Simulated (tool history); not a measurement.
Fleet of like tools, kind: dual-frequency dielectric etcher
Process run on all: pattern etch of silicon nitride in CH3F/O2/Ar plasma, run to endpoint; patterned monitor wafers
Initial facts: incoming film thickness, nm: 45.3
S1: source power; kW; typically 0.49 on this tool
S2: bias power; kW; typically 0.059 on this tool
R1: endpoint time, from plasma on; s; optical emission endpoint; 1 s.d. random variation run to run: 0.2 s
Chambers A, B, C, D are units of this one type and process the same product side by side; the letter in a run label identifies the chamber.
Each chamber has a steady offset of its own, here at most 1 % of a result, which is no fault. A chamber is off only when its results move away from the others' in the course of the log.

| run | hour | S1 | S2 | R1 |
|---|---|---|---|---|
| 1C | 6.8 | 0.49 | 0.059 | 64.247 |
| 2D | 11.5 | 0.49 | 0.059 | 65.076 |
| 3A | 17.4 | 0.49 | 0.059 | 64.93 |
|  | 17.7 | chamber C: wet clean of the chamber |
| 4B | 23.5 | 0.49 | 0.059 | 65.288 |
| 5D | 28.1 | 0.49 | 0.059 | 65.092 |
| 6A | 36.1 | 0.49 | 0.059 | 65.035 |
| 7C | 40.6 | 0.49 | 0.059 | 64.381 |
| 8B | 46.1 | 0.53 | 0.059 | 63.321 |
| 9D | 52.6 | 0.53 | 0.059 | 62.881 |
| 10A | 59.8 | 0.53 | 0.059 | 63.176 |
| 11C | 68.2 | 0.53 | 0.059 | 62.63 |
|  | 70.8 | chamber B: wet clean of the chamber |
| 12B | 76.6 | 0.43 | 0.059 | 68.604 |
| 13A | 84.2 | 0.43 | 0.059 | 68.791 |
| 14D | 91.5 | 0.43 | 0.059 | 68.133 |
| 15C | 97.3 | 0.43 | 0.059 | 67.669 |
| 16B | 105.4 | 0.49 | 0.059 | 65.4 |
| 17C | 112.5 | 0.59 | 0.059 | 59.933 |
| 18A | 118 | 0.59 | 0.059 | 60.569 |
|  | 120.9 | chamber D: wet clean of the chamber |
| 19D | 122.7 | 0.59 | 0.059 | 60.385 |
| 20B | 128.9 | 0.59 | 0.059 | 61.259 |
| 21B | 135.8 | 0.49 | 0.059 | 65.286 |
| 22D | 140.8 | 0.49 | 0.059 | 64.797 |
| 23A | 146.6 | 0.53 | 0.066 | 60.608 |
| 24C | 152.4 | 0.53 | 0.066 | 60.111 |
| 25D | 156.9 | 0.53 | 0.066 | 60.588 |
| 26C | 160.9 | 0.53 | 0.066 | 60.342 |
| 27B | 165 | 0.49 | 0.059 | 65.531 |
| 28A | 172.3 | 0.49 | 0.059 | 65.177 |
| 29B | 177.3 | 0.49 | 0.059 | 65.524 |
| 30D | 184.3 | 0.44 | 0.048 | 72.163 |

Does one chamber stand apart from the rest, does the shared gauge drift, or is all well apart from small per-chamber offsets? Give the chamber and the most likely cause, where there is one.

Neither any chamber nor the gauge drifts; the chambers differ only by their own small, steady offsets.

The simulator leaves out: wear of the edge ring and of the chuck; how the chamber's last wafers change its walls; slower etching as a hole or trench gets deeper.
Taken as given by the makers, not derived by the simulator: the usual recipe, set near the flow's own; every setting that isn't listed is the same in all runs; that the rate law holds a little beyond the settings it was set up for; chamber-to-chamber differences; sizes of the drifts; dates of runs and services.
